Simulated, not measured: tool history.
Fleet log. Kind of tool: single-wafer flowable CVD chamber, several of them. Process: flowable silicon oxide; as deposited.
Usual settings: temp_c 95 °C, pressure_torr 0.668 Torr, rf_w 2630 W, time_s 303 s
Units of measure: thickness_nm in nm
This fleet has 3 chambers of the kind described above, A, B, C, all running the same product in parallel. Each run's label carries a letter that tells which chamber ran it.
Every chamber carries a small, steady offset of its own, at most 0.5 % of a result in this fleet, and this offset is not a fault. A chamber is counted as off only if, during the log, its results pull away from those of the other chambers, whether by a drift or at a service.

run   hour  temp_c  pressure_torr  rf_w  time_s  read-back reference wafer on the same gauge, thickness_nm  thickness_nm
 1A      4      95          0.668  2630     303                                                     175.88        178.82
 2C   10.2      95          0.668  2630     303                                                      175.9        179.54
 3B   18.6      95          0.668  2630     303                                                     175.98        177.89
 4A     26      95          0.668  2630     303                                                     175.99        178.51
 5C   31.5      95          0.668  2630     303                                                     176.09        178.95
 6B   36.2      95          0.668  2630     303                                                        176        178.98
 7B   40.8      95          0.581  2630     303                                                     176.09        147.28
 8C   49.3      95          0.581  2630     303                                                     176.12        146.54
 9A   57.6      95          0.581  2630     303                                                     176.09        146.73
10A   64.3      95          0.668  2630     303                                                     176.04        178.69
11C   68.8      95          0.668  2630     303                                                     176.08        178.52
12B   77.5      95          0.668  2630     303                                                     176.03        177.96
13B   86.3      95          0.668  2630     303                                                     176.11        179.44
14A   91.5      95          0.668  2630     303                                                     176.02        178.65
15C   97.1      95          0.668  2630     303                                                     176.04        180.33
16C  103.5      95          0.668  2630     303                                                        176        180.79
17B    111      95          0.668  2630     303                                                     176.06        178.56
18A    115      95          0.668  2630     303                                                     175.97        180.09
19A  121.6      95          0.668  2630     303                                                     175.98        179.75
20B  126.2      95          0.668  2630     303                                                     175.98        178.03
21C  130.5      95          0.668  2630     303                                                     176.01        181.41
22C  136.8      95          0.668  2630     303                                                     176.01        182.38
23A  145.5      95          0.668  2630     303                                                     175.99        178.64
24B  153.8     104          0.668  2630     303                                                     175.95        132.77
25B    162     104          0.668  2630     303                                                     175.99        132.53
26A  169.6     104          0.668  2630     303                                                        176        132.63
27C    177      95          0.668  2630     355                                                     176.01        216.21
28C  185.5      95          0.668  2630     355                                                     176.08        215.85

All chambers now run identical settings, listed one chamber a line with results as question marks. What results will each chamber show?
29A  191.9      95          0.668  2630     303                                                                        ?
29B  191.9      95          0.668  2630     303                                                                        ?
29C  191.9      95          0.668  2630     303                                                                        ?

run  thickness_nm
29A        179.05
29B        178.75
29C        186.25
